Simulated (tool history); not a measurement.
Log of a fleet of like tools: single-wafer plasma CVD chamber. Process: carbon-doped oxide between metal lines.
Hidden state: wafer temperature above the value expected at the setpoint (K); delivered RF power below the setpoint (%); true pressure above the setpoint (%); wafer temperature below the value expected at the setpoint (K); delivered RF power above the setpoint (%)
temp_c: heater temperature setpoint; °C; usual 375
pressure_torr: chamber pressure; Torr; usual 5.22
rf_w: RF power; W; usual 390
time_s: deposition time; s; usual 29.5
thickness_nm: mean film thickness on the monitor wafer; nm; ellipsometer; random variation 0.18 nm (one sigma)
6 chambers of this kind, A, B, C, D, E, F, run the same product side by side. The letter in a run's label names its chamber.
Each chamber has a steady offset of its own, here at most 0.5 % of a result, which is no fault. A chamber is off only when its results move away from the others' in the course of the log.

run	hour	temp_c	pressure_torr	rf_w	time_s	hours since the last thermocouple change	hours since the last RF generator calibration	hours since the last manometer calibration	read-back reference wafer on the same gauge, thickness_nm	thickness_nm
1B	9.2	375	5.22	390	29.5	449.1	575.4	583.9	139.94	120.54
2A	16.6	375	5.22	390	29.5	907.7	1568.7	467.8	140.01	119.24
3C	23.0	375	5.22	390	29.5	404.4	1016.5	942.8	139.94	120.00
4D	33.0	375	5.22	390	29.5	414.6	328.3	1979.1	139.87	118.87
5F	40.2	375	5.22	390	29.5	1672.8	462.1	382.2	139.95	119.06
6E	51.2	375	5.22	390	29.5	611.7	777.0	1184.5	139.86	119.47
7A	56.9	375	5.22	390	29.5	948.0	1609.0	508.1	139.85	119.30
8E	66.7	375	5.22	340	29.5	627.2	792.5	1200.0	139.84	107.81
9D	74.0	375	5.22	340	29.5	455.6	369.3	2020.1	139.85	107.27
10C	82.1	375	5.22	340	29.5	463.5	1075.6	1001.9	139.80	108.06
11F	93.0	375	5.22	340	29.5	1725.6	514.9	435.0	139.72	106.91
12B	98.6	375	5.22	340	29.5	538.5	664.8	673.3	139.75	108.11
13D	105.3	375	5.22	340	29.5	486.9	400.6	2051.4	139.69	107.46
14B	112.8	375	5.22	390	29.5	552.7	679.0	687.5	139.69	119.86
15F	120.2	375	5.22	390	29.5	1752.8	542.1	462.2	139.64	118.87
16C	126.4	375	5.22	390	29.5	507.8	1119.9	1046.2	139.68	120.00
17E	131.5	375	5.22	390	29.5	692.0	857.3	1264.8	139.67	118.91
18A	141.0	375	5.22	390	29.5	1032.1	1693.1	592.2	139.65	119.10
19E	146.6	375	5.22	390	29.5	707.1	872.4	1279.9	139.63	119.20
20F	156.1	375	5.22	390	29.5	1788.7	578.0	498.1	139.60	118.81
21A	166.1	375	5.22	390	29.5	1057.2	1718.2	617.3	139.55	119.09
22B	175.1	375	5.22	390	29.5	615.0	741.3	749.8	139.54	119.91
23C	183.0	375	5.22	390	29.5	564.4	1176.5	1102.8	139.51	119.63
24D	191.8	375	5.22	390	29.5	573.4	487.1	2137.9	139.54	118.80
25D	200.6	375	5.22	390	29.5	582.2	495.9	2146.7	139.46	118.92
26F	211.2	375	5.22	315	29.5	1843.8	633.1	553.2	139.40	100.91
27B	220.9	375	5.22	315	29.5	660.8	787.1	795.6	139.40	101.35
# hour 221.5: chamber E: capacitance manometer re-zeroed and calibrated
28C	231.0	375	5.22	315	29.5	612.4	1224.5	1150.8	139.43	101.47
29E	239.8	375	5.22	315	29.5	800.3	965.6	18.4	139.36	101.20
30A	249.4	375	5.22	315	29.5	1140.5	1801.5	700.6	139.32	100.84
31B	259.4	375	5.22	315	29.5	699.3	825.6	834.1	139.30	101.16
32C	268.6	384	5.22	390	34.4	650.0	1262.1	1188.4	139.27	136.65
33A	275.1	384	5.22	390	34.4	1166.2	1827.2	726.3	139.31	135.71
34F	286.0	384	5.22	390	34.4	1918.6	707.9	628.0	139.23	135.53
35D	297.4	384	5.22	390	34.4	679.0	592.7	2243.5	139.23	135.66
36E	304.1	384	5.22	390	34.4	864.6	1029.9	82.7	139.14	135.32
37A	310.0	384	5.22	390	34.4	1201.1	1862.1	761.2	139.16	135.28
38D	318.3	375	5.22	390	29.5	699.9	613.6	2264.4	139.15	118.46

Next, every chamber runs the same settings. What will each give?
39A	326.6	375	5.22	390	29.5					?
39B	326.6	375	5.22	390	29.5					?
39C	326.6	375	5.22	390	29.5					?
39D	326.6	375	5.22	390	29.5					?
39E	326.6	375	5.22	390	29.5					?
39F	326.6	375	5.22	390	29.5					?

run	thickness_nm
39A	118.88
39B	119.57
39C	119.59
39D	118.33
39E	118.76
39F	118.14
